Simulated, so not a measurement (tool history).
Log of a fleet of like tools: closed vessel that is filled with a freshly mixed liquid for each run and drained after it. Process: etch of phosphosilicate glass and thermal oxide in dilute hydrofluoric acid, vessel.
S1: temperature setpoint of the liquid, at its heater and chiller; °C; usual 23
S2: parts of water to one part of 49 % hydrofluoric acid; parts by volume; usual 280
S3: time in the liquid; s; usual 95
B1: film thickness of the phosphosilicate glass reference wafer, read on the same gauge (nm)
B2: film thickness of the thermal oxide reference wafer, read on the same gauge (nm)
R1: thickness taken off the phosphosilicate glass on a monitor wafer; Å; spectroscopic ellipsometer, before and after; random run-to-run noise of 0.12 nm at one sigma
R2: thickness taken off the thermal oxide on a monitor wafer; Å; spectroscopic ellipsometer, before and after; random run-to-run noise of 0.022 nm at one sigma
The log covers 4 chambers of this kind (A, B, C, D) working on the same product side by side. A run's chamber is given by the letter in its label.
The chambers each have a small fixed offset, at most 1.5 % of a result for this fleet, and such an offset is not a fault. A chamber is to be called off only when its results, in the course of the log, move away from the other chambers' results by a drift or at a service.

run   hour  S1   S2   S3      B1      B2      R1      R2
 1A    7.9  23  280   95  99.981  129.99  163.45  12.823
 2D   14.3  23  280   95  99.998  129.99  163.88   13.06
 3B   25.3  23  280   95  100.01  130.01  160.18  12.653
 4C   36.1  23  280   95  100.02  130.03  158.98  12.624
 5A   42.9  23  280   95  100.01     130  161.38   13.14
 6B   52.2  23  280   95  99.981  129.97  162.52  12.349
 7C     62  23  280   95  100.01  130.02  160.89  12.201
 8D   72.3  23  280   95   99.99  129.98  161.62  12.994
 9B   79.3  23  280   95  100.01  129.98  160.26   12.85
10A   90.5  23  280   95  99.996     130  161.63  12.787
11C  101.7  23  280  140  99.985  129.95  238.38  18.663
12D  108.7  23  280  140  100.01  130.01  239.31  18.614
13D    120  23  280  140  99.981     130  236.51  18.558
14B  131.9  23  280  140  99.993  129.96  236.39  18.383
15A  142.8  23  280   95     100  130.03  161.96   12.78
16C  150.4  23  280   95  99.997     130  161.72  12.389
17B  160.1  23  280   95  100.02  130.03  161.47  12.497
18D  169.2  23  280   95     100  130.02  160.18  12.167
19A  176.1  23  280   95  99.988  130.01  162.79  12.793
20C  188.1  23  280  135  100.02  130.02  231.73  17.462
21A  199.3  23  280  135  99.999  130.02  232.64  18.382
22C  209.6  23  280  135     100  130.01  226.72  17.575
23B  216.8  23  280  135  100.02  130.03  225.86  17.864
24D  228.3  23  280   95  99.982  130.09  160.62  12.807
25C    238  23  280   95     100  129.94  159.32  12.519
26A  246.3  23  280  140     100  130.02  236.34  18.713
27D  254.5  23  280  140  100.01  130.05  240.02  18.967
28B  262.5  23  280  140  99.989  130.03  233.72  17.943

Each of the 4 chambers runs these same settings next. Fill in every chamber's results:
29A  271.7  23  280  95           ?   ?
29B  271.7  23  280  95           ?   ?
29C  271.7  23  280  95           ?   ?
29D  271.7  23  280  95           ?   ?

run      R1      R2
29A  163.35  13.088
29B  161.77  12.312
29C  160.28  12.618
29D  163.11  12.718

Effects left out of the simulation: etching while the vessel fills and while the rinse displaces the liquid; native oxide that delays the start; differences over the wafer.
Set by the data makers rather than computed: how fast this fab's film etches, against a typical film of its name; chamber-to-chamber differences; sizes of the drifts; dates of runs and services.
